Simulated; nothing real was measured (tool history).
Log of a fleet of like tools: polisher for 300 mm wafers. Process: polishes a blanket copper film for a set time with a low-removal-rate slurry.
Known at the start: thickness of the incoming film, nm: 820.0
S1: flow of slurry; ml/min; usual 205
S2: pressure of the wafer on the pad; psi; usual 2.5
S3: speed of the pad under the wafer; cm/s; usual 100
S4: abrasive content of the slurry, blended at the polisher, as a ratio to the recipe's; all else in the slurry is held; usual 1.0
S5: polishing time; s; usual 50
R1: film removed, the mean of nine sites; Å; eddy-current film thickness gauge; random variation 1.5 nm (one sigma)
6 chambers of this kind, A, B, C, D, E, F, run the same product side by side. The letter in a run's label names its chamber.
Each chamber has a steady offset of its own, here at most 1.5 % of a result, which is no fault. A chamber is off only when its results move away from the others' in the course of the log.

At hour 3.1: chamber B: worn pad replaced by a new one.
Run 1E, hour 8.1: usual settings. Result: R1 1405.8 Å.
At hour 9.3: chamber A: worn pad replaced by a new one.
At hour 10.4: chamber B: slurry blender recalibrated.
Run 2F, hour 20.5: usual settings. Result: R1 1374.1 Å.
At hour 22.3: chamber F: head pressure recalibrated.
At hour 29.1: chamber F: worn pad replaced by a new one.
Run 3C, hour 34.7: usual settings. Result: R1 1387.2 Å.
Run 4B, hour 47.2: usual settings. Result: R1 1400.8 Å.
At hour 50.3: chamber E: slurry blender recalibrated.
At hour 50.8: chamber E: slurry nozzle cleaned.
At hour 55.8: chamber D: worn pad replaced by a new one.
Run 5D, hour 61.2: usual settings. Result: R1 1363.4 Å.
Run 6A, hour 68.7: usual settings. Result: R1 1384.1 Å.
At hour 71.4: chamber C: worn pad replaced by a new one.
At hour 73.1: chamber E: worn pad replaced by a new one.
Run 7F, hour 84.7: usual settings. Result: R1 1386.4 Å.
At hour 93.2: chamber D: slurry blender recalibrated.
Run 8D, hour 93.8: usual settings but S3 82 cm/s, S5 64 s. Result: R1 1461.4 Å.
At hour 103.0: chamber A: slurry nozzle cleaned.
Run 9E, hour 104.4: usual settings but S3 82 cm/s, S5 64 s. Result: R1 1445.4 Å.
At hour 108.5: chamber A: slurry blender recalibrated.
Run 10B, hour 113.2: usual settings but S3 82 cm/s, S5 64 s. Result: R1 1447.9 Å.
At hour 118.0: chamber B: worn pad replaced by a new one.
At hour 120.3: chamber F: worn pad replaced by a new one.
Run 11A, hour 125.7: usual settings but S3 82 cm/s, S5 64 s. Result: R1 1402.4 Å.
At hour 129.9: chamber A: worn pad replaced by a new one.
Run 12C, hour 136.8: usual settings but S3 82 cm/s, S5 64 s. Result: R1 1463.4 Å.
Run 13B, hour 147.9: usual settings but S3 82 cm/s, S5 64 s. Result: R1 1477.9 Å.
Run 14E, hour 157.6: usual settings. Result: R1 1408.8 Å.
Run 15F, hour 164.9: usual settings. Result: R1 1381.4 Å.
At hour 165.8: chamber C: worn pad replaced by a new one.
At hour 167.5: chamber B: slurry blender recalibrated.
Run 16C, hour 178.5: usual settings but S2 2.8 psi. Result: R1 1545.1 Å.
At hour 180.6: chamber E: slurry blender recalibrated.
At hour 182.5: chamber D: worn pad replaced by a new one.
At hour 182.5: chamber E: worn pad replaced by a new one.
Run 17D, hour 189.5: usual settings but S2 2.8 psi. Result: R1 1540.5 Å.
At hour 191.5: chamber B: head pressure recalibrated.
Run 18A, hour 200.4: usual settings but S2 2.8 psi. Result: R1 1546.8 Å.
Run 19E, hour 215.8: usual settings but S2 2.8 psi. Result: R1 1555.2 Å.
At hour 216.1: chamber F: worn pad replaced by a new one.
Run 20A, hour 226.3: usual settings but S2 2.8 psi. Result: R1 1533.9 Å.
At hour 235.0: chamber B: worn pad replaced by a new one.
Run 21B, hour 235.5: usual settings but S2 2.8 psi. Result: R1 1540.3 Å.
At hour 236.7: chamber A: worn pad replaced by a new one.
At hour 238.1: chamber F: slurry blender recalibrated.
Run 22C, hour 247.9: usual settings but S4 0.7. Result: R1 1293.7 Å.
At hour 257.2: chamber C: worn pad replaced by a new one.
Run 23F, hour 260.4: usual settings but S4 0.7. Result: R1 1273.2 Å.
At hour 261.5: chamber E: slurry nozzle cleaned.
Run 24D, hour 271.1: usual settings but S4 0.7. Result: R1 1284.5 Å.
Run 25B, hour 281.2: usual settings but S4 0.7. Result: R1 1293.8 Å.
At hour 285.1: chamber C: slurry nozzle cleaned.
Run 26E, hour 288.3: usual settings but S4 0.7. Result: R1 1284.3 Å.
At hour 293.8: chamber D: worn pad replaced by a new one.
At hour 296.0: chamber E: worn pad replaced by a new one.
Run 27C, hour 298.0: usual settings but S4 0.7. Result: R1 1269.1 Å.
Run 28A, hour 308.3: usual settings. Result: R1 1394.0 Å.
At hour 311.0: chamber E: slurry blender recalibrated.
At hour 314.3: chamber F: worn pad replaced by a new one.
Run 29D, hour 316.6: usual settings. Result: R1 1370.6 Å.
Run 30F, hour 328.4: usual settings. Result: R1 1399.3 Å.
Run 31D, hour 338.4: usual settings. Result: R1 1376.5 Å.
At hour 343.7: chamber C: slurry blender recalibrated.
At hour 347.0: chamber A: worn pad replaced by a new one.
At hour 347.8: chamber C: worn pad replaced by a new one.
At hour 350.0: chamber F: head pressure recalibrated.
At hour 351.8: chamber B: slurry blender recalibrated.
At hour 351.9: chamber A: slurry blender recalibrated.
Run 32F, hour 354.6: usual settings. Result: R1 1349.6 Å.
At hour 361.7: chamber B: slurry nozzle cleaned.
At hour 363.0: chamber D: slurry nozzle cleaned.
At hour 364.8: chamber F: slurry nozzle cleaned.
At hour 366.4: chamber B: worn pad replaced by a new one.
Run 33A, hour 368.1: usual settings. Result: R1 1388.5 Å.
Run 34E, hour 379.3: usual settings but S5 61 s. Result: R1 1693.6 Å.
Run 35B, hour 392.6: usual settings but S5 61 s. Result: R1 1697.0 Å.
At hour 398.9: chamber E: worn pad replaced by a new one.
Run 36C, hour 401.5: usual settings but S5 61 s. Result: R1 1661.7 Å.
Run 37E, hour 412.5: usual settings but S5 61 s. Result: R1 1677.8 Å.
At hour 416.4: chamber D: worn pad replaced by a new one.
At hour 420.7: chamber F: worn pad replaced by a new one.
Run 38B, hour 428.9: usual settings but S5 61 s. Result: R1 1672.1 Å.
Run 39F, hour 443.0: usual settings but S5 61 s. Result: R1 1699.1 Å.
At hour 446.4: chamber D: head pressure recalibrated.
At hour 450.5: chamber C: worn pad replaced by a new one.
Run 40A, hour 451.8: usual settings. Result: R1 1381.5 Å.
At hour 454.8: chamber D: slurry blender recalibrated.
Run 41D, hour 465.4: usual settings. Result: R1 1384.8 Å.
At hour 478.6: chamber B: worn pad replaced by a new one.
Run 42C, hour 481.7: usual settings. Result: R1 1385.9 Å.
Run 43B, hour 492.2: usual settings. Result: R1 1394.2 Å.
Run 44C, hour 505.3: usual settings. Result: R1 1396.4 Å.

All 6 chambers run these settings next. Forecast each chamber's results:
Run 45A, hour 517.2: usual settings but S2 2.8 psi. Result: R1 ?.
Run 45B, hour 517.2: usual settings but S2 2.8 psi. Result: R1 ?.
Run 45C, hour 517.2: usual settings but S2 2.8 psi. Result: R1 ?.
Run 45D, hour 517.2: usual settings but S2 2.8 psi. Result: R1 ?.
Run 45E, hour 517.2: usual settings but S2 2.8 psi. Result: R1 ?.
Run 45F, hour 517.2: usual settings but S2 2.8 psi. Result: R1 ?.

run      R1
45A  1554.7
45B  1582.6
45C  1551.2
45D  1550.7
45E  1556.9
45F  1548.3

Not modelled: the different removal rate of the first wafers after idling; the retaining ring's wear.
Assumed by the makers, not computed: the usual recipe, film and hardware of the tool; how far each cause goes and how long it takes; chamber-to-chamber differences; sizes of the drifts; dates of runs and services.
